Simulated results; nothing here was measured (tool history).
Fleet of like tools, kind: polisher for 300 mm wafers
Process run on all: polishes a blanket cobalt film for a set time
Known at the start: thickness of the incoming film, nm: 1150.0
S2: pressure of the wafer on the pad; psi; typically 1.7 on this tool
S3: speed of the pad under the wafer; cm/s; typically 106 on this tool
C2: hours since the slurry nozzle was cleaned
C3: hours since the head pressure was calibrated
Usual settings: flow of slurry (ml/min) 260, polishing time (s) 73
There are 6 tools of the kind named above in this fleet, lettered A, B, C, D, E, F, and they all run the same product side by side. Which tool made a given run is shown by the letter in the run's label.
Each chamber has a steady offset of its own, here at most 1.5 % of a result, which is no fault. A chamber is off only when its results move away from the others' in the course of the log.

Run 1B, day 0.129: usual settings; wafers polished on this pad 508; C2 123; C3 158.3. Result: film removed (nm) 398.61.
At day 0.175: chamber C: worn pad replaced by a new one.
Run 2F, day 0.354: usual settings; wafers polished on this pad 531; C2 562.8; C3 141.1. Result: film removed (nm) 388.45.
At day 0.45: chamber A: worn pad replaced by a new one.
At day 0.562: chamber F: worn pad replaced by a new one.
At day 0.604: chamber D: worn pad replaced by a new one.
Run 3D, day 0.604: usual settings; wafers polished on this pad 1; C2 74.2; C3 748.8. Result: film removed (nm) 392.25.
At day 0.833: chamber E: slurry nozzle cleaned.
Run 4E, day 0.858: usual settings; wafers polished on this pad 488; C2 0.7; C3 722. Result: film removed (nm) 398.16.
Run 5A, day 1.083: usual settings; wafers polished on this pad 217; C2 259.5; C3 52.2. Result: film removed (nm) 392.92.
At day 1.2: chamber E: worn pad replaced by a new one.
Run 6C, day 1.283: usual settings; wafers polished on this pad 381; C2 823.9; C3 868.8. Result: film removed (nm) 387.02.
Run 7A, day 1.462: usual settings; wafers polished on this pad 347; C2 268.6; C3 61.3. Result: film removed (nm) 387.79.
Run 8F, day 1.662: usual settings; wafers polished on this pad 377; C2 594.2; C3 172.5. Result: film removed (nm) 390.62.
At day 1.796: chamber C: slurry nozzle cleaned.
Run 9E, day 1.817: usual settings but flow of slurry (ml/min) 320, S2 1.3 psi; wafers polished on this pad 211; C2 23.7; C3 745. Result: film removed (nm) 309.51.
Run 10C, day 1.942: usual settings but flow of slurry (ml/min) 320, S2 1.3 psi; wafers polished on this pad 607; C2 3.6; C3 884.6. Result: film removed (nm) 303.98.
Run 11D, day 2.142: usual settings but flow of slurry (ml/min) 320, S2 1.3 psi; wafers polished on this pad 528; C2 111.1; C3 785.7. Result: film removed (nm) 306.48.
At day 2.196: chamber B: worn pad replaced by a new one.
At day 2.242: chamber F: worn pad replaced by a new one.
Run 12B, day 2.392: usual settings but flow of slurry (ml/min) 320, S2 1.3 psi; wafers polished on this pad 67; C2 177.3; C3 212.6. Result: film removed (nm) 315.91.
Run 13B, day 2.575: usual settings but flow of slurry (ml/min) 320, S2 1.3 psi; wafers polished on this pad 130; C2 181.7; C3 217. Result: film removed (nm) 309.54.
Run 14C, day 2.783: usual settings but flow of slurry (ml/min) 320, S2 1.3 psi; wafers polished on this pad 895; C2 23.8; C3 904.8. Result: film removed (nm) 304.99.
Run 15A, day 2.95: usual settings; wafers polished on this pad 858; C2 304.3; C3 97. Result: film removed (nm) 391.81.
At day 3.062: chamber E: worn pad replaced by a new one.
Run 16E, day 3.121: usual settings; wafers polished on this pad 20; C2 55; C3 776.3. Result: film removed (nm) 396.6.
Run 17D, day 3.283: usual settings; wafers polished on this pad 920; C2 138.5; C3 813.1. Result: film removed (nm) 397.35.
Run 18F, day 3.5: usual settings but S3 136 cm/s, polishing time (s) 56; wafers polished on this pad 432; C2 638.3; C3 216.6. Result: film removed (nm) 390.4.
Run 19D, day 3.675: usual settings but S3 136 cm/s, polishing time (s) 56; wafers polished on this pad 1054; C2 147.9; C3 822.5. Result: film removed (nm) 381.53.
Run 20C, day 3.792: usual settings but S3 136 cm/s, polishing time (s) 56; wafers polished on this pad 1241; C2 48; C3 929. Result: film removed (nm) 388.32.
Run 21B, day 3.933: usual settings but S3 136 cm/s, polishing time (s) 56; wafers polished on this pad 596; C2 214.3; C3 249.6. Result: film removed (nm) 392.32.
At day 4.079: chamber F: worn pad replaced by a new one.
Run 22F, day 4.167: usual settings but S3 136 cm/s, polishing time (s) 56; wafers polished on this pad 30; C2 654.3; C3 232.6. Result: film removed (nm) 377.51.
At day 4.3: chamber C: worn pad replaced by a new one.
Run 23E, day 4.383: usual settings but S3 136 cm/s, polishing time (s) 56; wafers polished on this pad 453; C2 85.3; C3 806.6. Result: film removed (nm) 388.55.
At day 4.446: chamber D: worn pad replaced by a new one.
Run 24A, day 4.533: usual settings; wafers polished on this pad 1401; C2 342.3; C3 135. Result: film removed (nm) 392.92.
At day 4.579: chamber A: worn pad replaced by a new one.
Run 25F, day 4.688: usual settings; wafers polished on this pad 209; C2 666.8; C3 245.1. Result: film removed (nm) 387.44.
Run 26C, day 4.912: usual settings; wafers polished on this pad 210; C2 74.9; C3 955.9. Result: film removed (nm) 386.77.
At day 5.042: chamber E: worn pad replaced by a new one.
Run 27E, day 5.138: usual settings but S2 2.2 psi; wafers polished on this pad 33; C2 103.4; C3 824.7. Result: film removed (nm) 516.39.
Run 28B, day 5.296: usual settings but S2 2.2 psi; wafers polished on this pad 1063; C2 247; C3 282.3. Result: film removed (nm) 512.77.
Run 29D, day 5.554: usual settings but S2 2.2 psi; wafers polished on this pad 381; C2 193; C3 867.6. Result: film removed (nm) 496.31.
At day 5.658: chamber F: worn pad replaced by a new one.
Run 30A, day 5.704: usual settings but S2 2.2 psi; wafers polished on this pad 385; C2 370.4; C3 163.1. Result: film removed (nm) 502.2.
At day 5.846: chamber B: worn pad replaced by a new one.
Run 31D, day 5.883: usual settings but S2 2.2 psi; wafers polished on this pad 494; C2 200.9; C3 875.5. Result: film removed (nm) 496.05.
Run 32C, day 6.058: usual settings but S2 2.2 psi; wafers polished on this pad 603; C2 102.4; C3 983.4. Result: film removed (nm) 497.3.
Run 33E, day 6.275: usual settings; wafers polished on this pad 423; C2 130.7; C3 852. Result: film removed (nm) 397.95.
Run 34A, day 6.458: usual settings; wafers polished on this pad 644; C2 388.5; C3 181.2. Result: film removed (nm) 384.71.
Run 35F, day 6.638: usual settings; wafers polished on this pad 337; C2 713.6; C3 291.9. Result: film removed (nm) 386.12.
Run 36B, day 6.75: usual settings; wafers polished on this pad 310; C2 281.9; C3 317.2. Result: film removed (nm) 398.01.
Run 37E, day 6.875: usual settings; wafers polished on this pad 629; C2 145.1; C3 866.4. Result: film removed (nm) 393.49.
Run 38D, day 7.062: usual settings; wafers polished on this pad 898; C2 229.2; C3 903.8. Result: film removed (nm) 377.79.
Run 39A, day 7.225: usual settings; wafers polished on this pad 907; C2 406.9; C3 199.6. Result: film removed (nm) 388.69.
Run 40B, day 7.471: usual settings; wafers polished on this pad 557; C2 299.2; C3 334.5. Result: film removed (nm) 391.19.

Each of the 6 chambers runs these same settings next. Fill in every chamber's results:
Run 41A, day 7.658: usual settings but S2 1.3 psi. Result: film removed (nm) ?.
Run 41B, day 7.658: usual settings but S2 1.3 psi. Result: film removed (nm) ?.
Run 41C, day 7.658: usual settings but S2 1.3 psi. Result: film removed (nm) ?.
Run 41D, day 7.658: usual settings but S2 1.3 psi. Result: film removed (nm) ?.
Run 41E, day 7.658: usual settings but S2 1.3 psi. Result: film removed (nm) ?.
Run 41F, day 7.658: usual settings but S2 1.3 psi. Result: film removed (nm) ?.

run  film removed (nm)
41A             303.31
41B             308.69
41C             296.63
41D             283.29
41E             302.71
41F             299.51
